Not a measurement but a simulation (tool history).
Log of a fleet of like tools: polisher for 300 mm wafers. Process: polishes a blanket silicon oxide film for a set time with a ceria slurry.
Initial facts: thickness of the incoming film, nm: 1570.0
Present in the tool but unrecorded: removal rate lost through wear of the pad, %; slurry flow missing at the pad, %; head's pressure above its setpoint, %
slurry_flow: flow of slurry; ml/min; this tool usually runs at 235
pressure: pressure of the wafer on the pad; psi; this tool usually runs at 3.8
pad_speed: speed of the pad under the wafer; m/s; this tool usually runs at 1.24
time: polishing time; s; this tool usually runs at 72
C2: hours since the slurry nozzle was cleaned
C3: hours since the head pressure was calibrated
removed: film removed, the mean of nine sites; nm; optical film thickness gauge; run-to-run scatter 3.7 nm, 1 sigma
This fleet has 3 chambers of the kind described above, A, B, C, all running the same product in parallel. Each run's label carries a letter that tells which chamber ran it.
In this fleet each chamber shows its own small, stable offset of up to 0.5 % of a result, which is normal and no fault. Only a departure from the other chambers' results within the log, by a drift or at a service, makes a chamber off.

Run 1C, day 0.15: usual settings; wafers polished on this pad 581; C2 306.2; C3 359.2. Result: removed 421.17 nm.
Run 2B, day 0.417: usual settings; wafers polished on this pad 344; C2 67.1; C3 1230.6. Result: removed 417.97 nm.
Run 3A, day 0.638: usual settings; wafers polished on this pad 245; C2 520.5; C3 982.4. Result: removed 413.12 nm.
Run 4C, day 0.854: usual settings; wafers polished on this pad 772; C2 323.1; C3 376.1. Result: removed 416.42 nm.
At day 0.921: chamber A: slurry nozzle cleaned.
Run 5B, day 1.058: usual settings; wafers polished on this pad 518; C2 82.5; C3 1246. Result: removed 418.59 nm.
Run 6A, day 1.238: usual settings; wafers polished on this pad 408; C2 7.7; C3 996.8. Result: removed 417.43 nm.
Run 7C, day 1.408: usual settings; wafers polished on this pad 923; C2 336.4; C3 389.4. Result: removed 410.84 nm.
Run 8B, day 1.542: usual settings; wafers polished on this pad 650; C2 94.1; C3 1257.6. Result: removed 418.84 nm.
Run 9A, day 1.704: usual settings; wafers polished on this pad 535; C2 18.9; C3 1008. Result: removed 420.08 nm.
Run 10A, day 1.95: usual settings; wafers polished on this pad 601; C2 24.8; C3 1013.9. Result: removed 425.55 nm.
At day 2.042: chamber C: worn pad replaced by a new one.
Run 11B, day 2.088: usual settings; wafers polished on this pad 798; C2 107.2; C3 1270.7. Result: removed 412.61 nm.
Run 12C, day 2.221: usual settings; wafers polished on this pad 48; C2 355.9; C3 408.9. Result: removed 420.95 nm.
Run 13C, day 2.338: usual settings; wafers polished on this pad 80; C2 358.7; C3 411.7. Result: removed 416.07 nm.
Run 14A, day 2.508: usual settings but pressure 4.7 psi, pad_speed 1.54 m/s; wafers polished on this pad 753; C2 38.2; C3 1027.3. Result: removed 645.91 nm.
Run 15B, day 2.762: usual settings but pressure 4.7 psi, pad_speed 1.54 m/s; wafers polished on this pad 981; C2 123.4; C3 1286.9. Result: removed 635.48 nm.
At day 2.812: chamber B: head pressure recalibrated.
At day 2.875: chamber A: worn pad replaced by a new one.
Run 16B, day 2.958: usual settings but pressure 4.7 psi, pad_speed 1.54 m/s; wafers polished on this pad 1034; C2 128.1; C3 3.5. Result: removed 692.92 nm.
Run 17C, day 3.133: usual settings but slurry_flow 165 ml/min, time 51 s; wafers polished on this pad 296; C2 377.8; C3 430.8. Result: removed 277.15 nm.
Run 18A, day 3.271: usual settings but slurry_flow 165 ml/min, time 51 s; wafers polished on this pad 108; C2 56.5; C3 1045.6. Result: removed 279.07 nm.
Run 19B, day 3.462: usual settings but slurry_flow 165 ml/min, time 51 s; wafers polished on this pad 1171; C2 140.2; C3 15.6. Result: removed 308.69 nm.
Run 20A, day 3.608: usual settings; wafers polished on this pad 200; C2 64.6; C3 1053.7. Result: removed 411.5 nm.
Run 21C, day 3.854: usual settings but pressure 3 psi; wafers polished on this pad 492; C2 395.1; C3 448.1. Result: removed 328.65 nm.
At day 3.996: chamber B: worn pad replaced by a new one.
Run 22C, day 4.046: usual settings but pressure 3 psi; wafers polished on this pad 544; C2 399.7; C3 452.7. Result: removed 330.74 nm.
Run 23B, day 4.283: usual settings but pressure 3 psi; wafers polished on this pad 78; C2 159.9; C3 35.3. Result: removed 360.79 nm.
Run 24A, day 4.404: usual settings; wafers polished on this pad 416; C2 83.7; C3 1072.8. Result: removed 416.25 nm.
Run 25B, day 4.579: usual settings; wafers polished on this pad 159; C2 167; C3 42.4. Result: removed 461.42 nm.
Run 26A, day 4.721: usual settings; wafers polished on this pad 501; C2 91.3; C3 1080.4. Result: removed 419.53 nm.
Run 27C, day 4.979: usual settings; wafers polished on this pad 797; C2 422.1; C3 475.1. Result: removed 410.12 nm.
Run 28B, day 5.138: usual settings but slurry_flow 185 ml/min; wafers polished on this pad 310; C2 180.4; C3 55.8. Result: removed 438.58 nm.
Run 29A, day 5.283: usual settings but slurry_flow 185 ml/min; wafers polished on this pad 654; C2 104.8; C3 1093.9. Result: removed 400.47 nm.
Run 30C, day 5.421: usual settings but slurry_flow 185 ml/min; wafers polished on this pad 917; C2 432.7; C3 485.7. Result: removed 400.78 nm.
Run 31A, day 5.575: usual settings; wafers polished on this pad 733; C2 111.8; C3 1100.9. Result: removed 418.02 nm.
Run 32B, day 5.767: usual settings; wafers polished on this pad 481; C2 195.5; C3 70.9. Result: removed 449.91 nm.
Run 33C, day 6: usual settings; wafers polished on this pad 1074; C2 446.6; C3 499.6. Result: removed 414.41 nm.
At day 6.017: chamber A: worn pad replaced by a new one.
Run 34B, day 6.217: usual settings; wafers polished on this pad 603; C2 206.3; C3 81.7. Result: removed 454.54 nm.
Run 35A, day 6.371: usual settings; wafers polished on this pad 96; C2 130.9; C3 1120. Result: removed 421.82 nm.
Run 36C, day 6.604: usual settings; wafers polished on this pad 1238; C2 461.1; C3 514.1. Result: removed 415.95 nm.
At day 6.654: chamber A: head pressure recalibrated.
Run 37A, day 6.858: usual settings; wafers polished on this pad 228; C2 142.6; C3 4.9. Result: removed 418.44 nm.
At day 6.921: chamber C: worn pad replaced by a new one.
Run 38B, day 7.062: usual settings; wafers polished on this pad 833; C2 226.6; C3 102. Result: removed 454.65 nm.
Run 39C, day 7.321: usual settings but slurry_flow 285 ml/min; wafers polished on this pad 108; C2 478.3; C3 531.3. Result: removed 429.57 nm.
Run 40C, day 7.438: usual settings but slurry_flow 285 ml/min; wafers polished on this pad 140; C2 481.1; C3 534.1. Result: removed 427.13 nm.

Is one chamber off against the others, does the gauge drift, or is nothing wrong? If a chamber is off, say which, and what the likeliest cause is.

A service on chamber B put it out of line with the rest.
Most likely cause: head's pressure above its setpoint, % = 9.47.

Here are 4 candidates for chamber B's next run, each the usual settings with a change, their results left as question marks. Which one brings its results back in line with what the others give on the usual settings?
Counts as in line when no further than this from what the other chambers average on the usual settings: removed 13 nm
Run 41B-1, day 7.629: usual settings but pad_speed 1.26 m/s, time 73 s. Result: removed ?.
Run 41B-2, day 7.629: usual settings but time 78 s. Result: removed ?.
Run 41B-3, day 7.629: usual settings but time 70 s. Result: removed ?.
Run 41B-4, day 7.629: usual settings but pressure 3.7 psi, pad_speed 1.2 m/s, time 70 s. Result: removed ?.

Usual-settings mean across the other chambers: removed 418.04 nm
  run  removed
41B-1    470.1
41B-2   494.44
41B-3   443.73
41B-4   418.47
The answer is 41B-4, which returns the chamber to within the allowed miss of the others.
